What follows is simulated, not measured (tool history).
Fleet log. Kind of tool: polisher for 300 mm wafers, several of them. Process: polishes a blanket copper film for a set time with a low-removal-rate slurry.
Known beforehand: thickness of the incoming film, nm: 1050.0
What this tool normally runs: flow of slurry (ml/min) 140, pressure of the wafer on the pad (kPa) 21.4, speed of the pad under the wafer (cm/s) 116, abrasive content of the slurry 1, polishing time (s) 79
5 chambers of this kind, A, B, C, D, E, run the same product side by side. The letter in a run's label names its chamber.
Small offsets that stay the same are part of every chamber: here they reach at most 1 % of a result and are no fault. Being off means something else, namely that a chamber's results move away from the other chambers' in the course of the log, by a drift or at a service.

run    day  flow of slurry (ml/min)  pressure of the wafer on the pad (kPa)  speed of the pad under the wafer (cm/s)  abrasive content of the slurry  polishing time (s)  film removed (Å)
 1C  0.242                      140                                    21.4                                      116                               1                  79            3136.5
     0.517  -- chamber D: slurry blender recalibrated
 2B  0.562                      140                                    21.4                                      116                               1                  79            3304.6
      0.75  -- chamber C: slurry blender recalibrated
 3A  0.771                      140                                    21.4                                      116                               1                  79              3167
 4D  1.042                      140                                    21.4                                      116                               1                  79            3313.6
 5E  1.354                      140                                    21.4                                      116                               1                  79            3224.1
     1.438  -- chamber E: worn pad replaced by a new one
     1.492  -- chamber C: worn pad replaced by a new one
 6A  1.596                      140                                    21.4                                      116                               1                  79            3341.2
 7E  1.779                      140                                    21.4                                      116                               1                  79            3311.2
     1.804  -- chamber A: worn pad replaced by a new one
 8D   2.05                      140                                    21.4                                      116                               1                  79            3248.2
     2.246  -- chamber D: worn pad replaced by a new one
 9B    2.3                      140                                    21.4                                      116                               1                  79            3356.5
     2.388  -- chamber B: worn pad replaced by a new one
10C  2.529                      140                                    21.4                                      116                               1                  79            3228.2
     2.646  -- chamber B: slurry blender recalibrated
11B   2.85                      140                                    21.4                                      116                               1                  79            3304.7
12C  3.008                      140                                    21.4                                      116                               1                  79            3222.6
     3.208  -- chamber A: slurry nozzle cleaned
13E  3.321                      140                                    13.8                                      116                               1                  70            1847.3
14D  3.658                      140                                    13.8                                      116                               1                  70            1827.5
15A  3.904                      140                                    13.8                                      116                               1                  70            1906.6
16D  4.075                      140                                    13.8                                      116                               1                  70            1845.1
     4.162  -- chamber E: worn pad replaced by a new one
17C  4.296                      140                                    13.8                                      116                               1                  70            1917.1
18B  4.608                      140                                    21.4                                      116                               1                  79            3290.3
19E  4.908                      140                                    21.4                                      116                               1                  79            3224.6
20A  5.171                      170                                    21.4                                      116                               1                  79            3401.6
     5.242  -- chamber C: head pressure recalibrated
21C  5.475                      170                                    21.4                                      116                               1                  79              2980
22A  5.742                      170                                    21.4                                      116                               1                  79            3392.1
23D  5.967                      170                                    21.4                                      116                               1                  79            3385.1
24E  6.133                      170                                    21.4                                      116                               1                  79            3399.8
25B  6.412                      140                                    21.4                                      116                               1                  79            3229.7
26B  6.688                      140                                    21.4                                      116                               1                  79            3258.8
     6.771  -- chamber E: worn pad replaced by a new one
27E  7.021                      140                                    21.4                                      116                               1                  79            3260.6
     7.179  -- chamber D: worn pad replaced by a new one
     7.229  -- chamber E: slurry blender recalibrated
28A  7.354                      140                                    26.9                                      116                               1                  79            4101.2
     7.504  -- chamber D: slurry blender recalibrated
     7.625  -- chamber C: worn pad replaced by a new one
29C  7.662                      140                                    26.9                                      116                               1                  79            3676.7
30D  7.971                      140                                    26.9                                      116                               1                  79            4184.2
31D  8.129                      140                                    26.9                                      116                               1                  79            4099.3
32E   8.35                      140                                    26.9                                      116                               1                  79              4074
     8.667  -- chamber A: worn pad replaced by a new one
33A  8.675                      140                                    21.4                                      116                               1                  63              2660

Each of the 5 chambers runs these same settings next. Fill in every chamber's results:
34A  8.938                       95                                    21.4                                      116                               1                  79                 ?
34B  8.938                       95                                    21.4                                      116                               1                  79                 ?
34C  8.938                       95                                    21.4                                      116                               1                  79                 ?
34D  8.938                       95                                    21.4                                      116                               1                  79                 ?
34E  8.938                       95                                    21.4                                      116                               1                  79                 ?

run  film removed (Å)
34A            2971.3
34B            2997.6
34C            2665.4
34D            2984.4
34E            3002.2
